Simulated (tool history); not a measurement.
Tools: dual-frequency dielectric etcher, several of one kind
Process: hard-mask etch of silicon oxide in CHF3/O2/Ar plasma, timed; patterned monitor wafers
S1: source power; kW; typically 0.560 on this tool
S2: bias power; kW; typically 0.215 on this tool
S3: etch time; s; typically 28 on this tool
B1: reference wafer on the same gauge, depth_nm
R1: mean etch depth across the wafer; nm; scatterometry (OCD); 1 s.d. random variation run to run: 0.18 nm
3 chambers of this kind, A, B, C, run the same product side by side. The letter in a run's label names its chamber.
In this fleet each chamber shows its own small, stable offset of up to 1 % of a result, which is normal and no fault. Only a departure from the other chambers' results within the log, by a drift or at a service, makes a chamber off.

run,hour,S1,S2,S3,B1,R1
# hour 0.6: chamber B: bias power generator calibrated
1B,13.9,0.560,0.215,28,65.092,57.318
# hour 22.0: chamber B: wet clean of the chamber
2C,27.4,0.560,0.215,28,65.100,57.568
3A,33.8,0.560,0.215,28,65.152,57.899
# hour 34.4: chamber C: wet clean of the chamber
4C,45.8,0.560,0.215,28,65.121,57.209
5A,53.7,0.490,0.246,28,65.069,57.582
6B,61.8,0.490,0.246,28,65.112,57.109
7C,74.4,0.490,0.246,28,65.152,57.698
8A,88.4,0.560,0.215,28,65.074,57.573
9B,95.0,0.560,0.215,28,65.053,57.064
10B,101.5,0.560,0.178,28,65.135,53.646
11C,115.3,0.560,0.178,28,65.076,53.876
12A,127.4,0.560,0.178,28,65.105,54.141
13C,134.7,0.560,0.215,28,65.118,57.328
14B,143.3,0.560,0.215,28,65.136,57.468
15A,152.8,0.560,0.215,28,65.073,57.776
16A,162.2,0.600,0.232,28,65.190,60.677
17B,175.6,0.600,0.232,28,65.077,60.159
18C,184.5,0.600,0.232,28,65.157,60.470
# hour 192.4: chamber A: wet clean of the chamber
19C,196.3,0.560,0.215,28,65.061,57.726
20B,209.5,0.560,0.215,28,65.105,57.165
21A,217.5,0.560,0.215,28,65.141,59.767
22A,231.4,0.560,0.215,28,65.031,59.953
23C,241.4,0.560,0.215,28,65.096,57.640
24B,255.9,0.560,0.215,28,65.093,57.057
25A,267.2,0.560,0.215,28,65.060,59.902
26B,274.9,0.560,0.215,28,65.082,57.187
27C,289.3,0.560,0.215,28,65.118,57.342
28A,300.8,0.560,0.215,28,65.102,59.357
29C,307.4,0.560,0.215,28,65.032,57.460
30B,321.2,0.560,0.179,28,65.116,53.763
31B,334.6,0.560,0.179,28,65.169,53.515
32C,347.5,0.560,0.179,28,65.078,54.023
33A,359.1,0.560,0.215,28,65.091,59.861
34B,370.2,0.560,0.215,28,65.120,57.003
35C,380.7,0.560,0.215,28,65.119,57.479
36A,391.6,0.560,0.178,28,65.066,56.240
37A,405.0,0.560,0.178,28,65.101,56.184
# hour 417.7: chamber B: wet clean of the chamber
38C,419.2,0.560,0.178,28,65.122,53.885
39B,430.2,0.560,0.215,28,65.058,57.355
# hour 432.4: chamber C: wet clean of the chamber
40A,440.9,0.560,0.215,28,65.121,59.544
41B,452.7,0.560,0.215,28,65.106,57.095
42C,465.3,0.560,0.215,28,65.039,57.421

Is one chamber out of step, is the gauge drifting, or do the chambers differ by no more than their own small offsets? For an off chamber, give its letter and the likeliest cause.

Chamber A has stood off from the others ever since a service on it.
Most likely cause: etch rate over this chamber's usual, % = 3.27.

Here are 4 candidates for chamber A's next run, each the usual settings with a change, their results left as question marks. Which one brings its results back in line with what the others give on the usual settings?
In line here means within this much of the mean the other chambers give on the usual settings: R1 0.630 nm
43A-1,475.7,0.560,0.214,27.5,,?
43A-2,475.7,0.500,0.215,28.0,,?
43A-3,475.7,0.560,0.217,29.0,,?
43A-4,475.7,0.560,0.216,28.5,,?

Mean of the other chambers on the usual settings: R1 57.324 nm
run,R1
43A-1,58.481
43A-2,57.150
43A-3,61.968
43A-4,60.803
43A-2 is the one that brings the chamber's results back in line with the other chambers.
